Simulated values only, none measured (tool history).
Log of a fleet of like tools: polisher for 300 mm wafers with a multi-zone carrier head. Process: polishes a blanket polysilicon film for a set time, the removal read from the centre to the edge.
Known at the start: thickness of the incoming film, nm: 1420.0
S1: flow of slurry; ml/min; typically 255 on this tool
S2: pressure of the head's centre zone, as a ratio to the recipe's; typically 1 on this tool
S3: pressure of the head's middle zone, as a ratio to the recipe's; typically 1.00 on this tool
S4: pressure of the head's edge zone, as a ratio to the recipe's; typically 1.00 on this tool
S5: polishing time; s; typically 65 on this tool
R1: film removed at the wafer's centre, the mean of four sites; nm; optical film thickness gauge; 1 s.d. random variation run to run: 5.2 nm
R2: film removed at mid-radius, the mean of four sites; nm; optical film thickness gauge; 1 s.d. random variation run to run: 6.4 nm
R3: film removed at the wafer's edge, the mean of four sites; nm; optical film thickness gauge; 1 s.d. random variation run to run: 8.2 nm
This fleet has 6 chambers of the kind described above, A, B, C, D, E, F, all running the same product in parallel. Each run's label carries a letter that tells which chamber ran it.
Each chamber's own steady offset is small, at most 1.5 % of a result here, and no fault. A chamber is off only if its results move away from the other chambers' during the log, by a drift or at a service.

run	hour	S1	S2	S3	S4	S5	R1	R2	R3
1B	3.6	255	1	1.00	1.00	65	553.51	559.88	547.32
# hour 3.9: chamber B: worn pad replaced by a new one
2D	8.7	255	1	1.00	1.00	65	557.68	561.95	558.91
3A	12.8	255	1	1.00	1.00	65	559.31	549.77	554.48
4F	17.3	255	1	1.00	1.00	65	560.75	564.88	550.44
# hour 21.8: chamber C: worn pad replaced by a new one
5E	22.1	255	1	1.00	1.00	65	557.15	555.60	556.65
# hour 25.1: chamber A: worn pad replaced by a new one
6C	26.1	255	1	1.00	1.00	65	539.97	553.43	555.02
7E	29.7	255	1	1.00	1.00	65	557.44	552.25	561.20
8C	32.8	255	1	1.00	1.00	65	547.48	575.26	564.85
9B	36.7	255	1	1.00	1.00	65	552.73	555.48	547.91
10A	40.1	255	1	1.00	1.00	65	554.02	556.62	560.48
11F	43.1	255	1	1.00	1.00	65	560.82	552.80	542.85
12D	46.4	255	1	1.00	1.00	65	541.49	555.56	560.31
13B	50.3	255	1	1.00	1.00	65	556.43	567.03	545.15
# hour 50.6: chamber F: worn pad replaced by a new one
14E	53.2	255	1	1.00	1.06	65	560.77	538.24	576.28
15D	57.8	255	1	1.00	1.06	65	543.48	556.24	575.11
16C	63.4	255	1	1.00	1.06	65	544.84	560.86	571.46
17F	67.5	255	1	1.00	1.06	65	569.29	553.16	547.92
18A	72.0	255	1	1.00	1.06	65	551.26	566.99	584.18
# hour 75.3: chamber E: worn pad replaced by a new one
19A	76.9	255	1	1.00	1.06	65	548.30	545.29	578.83
20D	79.7	255	1	1.00	1.00	65	534.75	554.18	563.25
# hour 81.9: chamber D: worn pad replaced by a new one
21F	84.0	255	1	1.00	1.00	65	562.11	549.60	552.10
22E	87.6	255	1	1.00	1.00	65	552.74	552.59	549.93
23C	92.6	255	1	1.00	1.00	65	548.07	559.18	535.79
# hour 93.4: chamber F: centre zone pressure recalibrated
24B	95.5	255	1	1.00	1.00	65	556.07	550.24	559.85
25E	98.5	255	1	1.00	1.06	65	555.73	547.99	571.66
26D	103.6	255	1	1.00	1.06	65	520.27	564.23	581.38
27B	107.7	255	1	1.00	1.06	65	551.64	551.86	578.14
28F	111.1	255	1	1.00	1.06	65	562.10	560.27	574.96
29C	114.3	255	1	1.00	1.06	65	544.77	568.62	562.89
30A	117.8	255	1	1.00	1.06	65	554.73	556.24	575.78
# hour 120.8: chamber A: worn pad replaced by a new one
31F	123.2	255	1	1.00	1.00	65	565.72	550.17	545.38
32B	127.7	255	1	1.00	1.00	65	553.45	558.43	570.39
33A	130.5	255	1	1.00	1.00	65	556.83	552.22	566.00
34E	134.9	255	1	1.00	1.00	65	550.49	552.39	539.37
35D	138.2	255	1	1.00	1.00	65	505.01	558.41	548.83
36C	142.2	255	1	1.00	1.00	65	545.72	552.77	541.82
37B	145.9	255	1	1.10	1.00	75	642.16	688.16	625.82
38D	148.6	255	1	1.10	1.00	75	588.75	704.45	633.89

Which is it: a chamber that has drifted or been left off by a service, a gauge drift common to all chambers, or only each chamber's usual small offset? If a chamber is off, name it and its likeliest cause.

Chamber D drifts away from the others.
Likeliest cause: centre zone's pressure below its setpoint, % = 9.02.

Chamber D could run next with any of the 4 candidate recipes listed below; each alters the usual settings, and their results appear as question marks. Which one brings its results back in line with what the other chambers deliver on the usual settings?
Counts as in line when no further than this from what the other chambers average on the usual settings: R1 18.00 nm; R2 22.00 nm; R3 29.00 nm
39D-1	152.7	250	0.92	1.00	1.04	65	?	?	?
39D-2	152.7	270	1.17	0.99	0.92	67	?	?	?
39D-3	152.7	260	1.09	0.99	0.97	66	?	?	?
39D-4	152.7	240	0.85	1.00	1.07	64	?	?	?

Other chambers, usual settings, mean: R1 554.62 nm; R2 556.40 nm; R3 553.68 nm
run	R1	R2	R3
39D-1	456.22	550.49	571.48
39D-2	617.24	566.58	556.58
39D-3	560.52	555.98	561.46
39D-4	409.23	539.54	569.21
Change 39D-3 lands the chamber within the allowed miss of the other chambers.

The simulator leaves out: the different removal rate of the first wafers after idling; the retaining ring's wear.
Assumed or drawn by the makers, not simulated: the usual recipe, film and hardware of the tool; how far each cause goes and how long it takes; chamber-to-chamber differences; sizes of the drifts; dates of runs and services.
